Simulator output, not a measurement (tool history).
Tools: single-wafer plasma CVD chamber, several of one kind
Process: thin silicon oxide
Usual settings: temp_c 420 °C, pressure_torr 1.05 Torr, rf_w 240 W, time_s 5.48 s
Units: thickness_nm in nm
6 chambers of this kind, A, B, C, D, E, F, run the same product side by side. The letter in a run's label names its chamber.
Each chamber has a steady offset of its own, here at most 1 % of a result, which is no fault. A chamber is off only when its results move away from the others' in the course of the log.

run	hour	temp_c	pressure_torr	rf_w	time_s	hours since the last thermocouple change	hours since the last RF generator calibration	hours since the last manometer calibration	read-back reference wafer on the same gauge, thickness_nm	thickness_nm
# hour 8.7: chamber C: capacitance manometer re-zeroed and calibrated
1F	10.3	420	1.05	240	5.48	1501.9	1067.4	189.2	11.288	11.2640
2B	18.1	420	1.05	240	5.48	930.9	728.8	2257.7	11.309	11.0460
3A	27.7	420	1.05	240	5.48	326.3	669.0	416.9	11.291	11.2080
4E	38.0	420	1.05	240	5.48	1468.8	717.3	1297.0	11.292	11.2980
5D	50.4	420	1.05	240	5.48	1151.2	986.8	698.5	11.306	11.2400
6C	64.2	420	1.05	240	5.48	353.6	336.4	55.6	11.288	11.1700
7A	72.3	420	1.05	240	5.48	370.9	713.6	461.5	11.288	11.2500
8D	79.7	420	1.05	240	5.48	1180.5	1016.1	727.8	11.303	11.1420
9F	89.5	420	1.05	240	5.48	1581.1	1146.6	268.4	11.302	11.3640
10B	98.8	420	1.05	240	5.48	1011.6	809.5	2338.4	11.297	11.1200
# hour 107.0: chamber B: capacitance manometer re-zeroed and calibrated
11C	107.2	420	1.22	240	5.48	396.6	379.4	98.6	11.292	12.2530
12E	117.2	420	1.22	240	5.48	1548.0	796.5	1376.2	11.305	12.4540
# hour 117.5: chamber B: thermocouple changed; heater temperature recalibrated
13F	128.6	420	1.22	240	5.48	1620.2	1185.7	307.5	11.300	12.4310
14A	137.5	420	1.22	240	5.48	436.1	778.8	526.7	11.300	12.4420
15C	150.5	420	1.22	240	5.48	439.9	422.7	141.9	11.303	12.2710
16E	161.2	420	1.22	240	5.48	1592.0	840.5	1420.2	11.311	12.3830
17D	170.2	420	1.05	240	5.48	1271.0	1106.6	818.3	11.297	11.1150
18B	185.4	420	0.91	240	5.48	68.0	896.1	78.4	11.294	10.0950
19E	193.8	420	0.91	240	5.48	1624.6	873.1	1452.8	11.302	10.1480
20D	201.9	420	0.91	240	5.48	1302.7	1138.3	850.0	11.296	10.0070
21B	213.2	420	0.91	240	5.48	95.8	923.9	106.2	11.286	10.0630
22A	227.6	420	0.91	240	5.48	526.2	868.9	616.8	11.317	10.1260
23C	239.7	420	0.91	240	5.48	529.1	511.9	231.1	11.299	9.8047
24F	254.7	420	1.05	240	5.48	1746.3	1311.8	433.6	11.285	11.4050
25C	267.5	420	1.05	240	5.48	556.9	539.7	258.9	11.317	10.9160
26E	274.0	420	1.05	240	5.48	1704.8	953.3	1533.0	11.298	11.3080
27B	287.4	420	1.05	240	5.48	170.0	998.1	180.4	11.307	11.2000
28A	301.4	420	1.05	240	5.48	600.0	942.7	690.6	11.297	11.2690
29D	312.3	420	1.05	240	5.48	1413.1	1248.7	960.4	11.291	11.1490
30F	318.9	420	1.05	240	5.48	1810.5	1376.0	497.8	11.304	11.2890
31B	329.3	420	1.05	240	5.48	211.9	1040.0	222.3	11.299	11.1290
32C	337.1	420	1.05	240	5.48	626.5	609.3	328.5	11.310	10.8160
33D	344.1	420	1.05	240	5.48	1444.9	1280.5	992.2	11.289	11.1950
34F	358.1	420	1.05	240	5.48	1849.7	1415.2	537.0	11.319	11.3110
35A	371.4	425	1.05	240	5.48	670.0	1012.7	760.6	11.302	11.2580
36E	379.8	425	1.05	240	5.48	1810.6	1059.1	1638.8	11.288	11.2420
37E	391.5	425	1.05	240	5.48	1822.3	1070.8	1650.5	11.301	11.1880
38F	398.9	425	1.05	240	5.48	1890.5	1456.0	577.8	11.312	11.1730
39A	408.1	425	1.05	240	5.48	706.7	1049.4	797.3	11.298	11.2340
40C	417.3	425	1.05	240	5.48	706.7	689.5	408.7	11.299	10.7560

Next, every chamber runs the same settings. What will each give?
41A	428.2	420	1.05	240	6.39					?
41B	428.2	420	1.05	240	6.39					?
41C	428.2	420	1.05	240	6.39					?
41D	428.2	420	1.05	240	6.39					?
41E	428.2	420	1.05	240	6.39					?
41F	428.2	420	1.05	240	6.39					?

run	thickness_nm
41A	12.9880
41B	13.1150
41C	12.5750
41D	12.9690
41E	13.0800
41F	13.2020
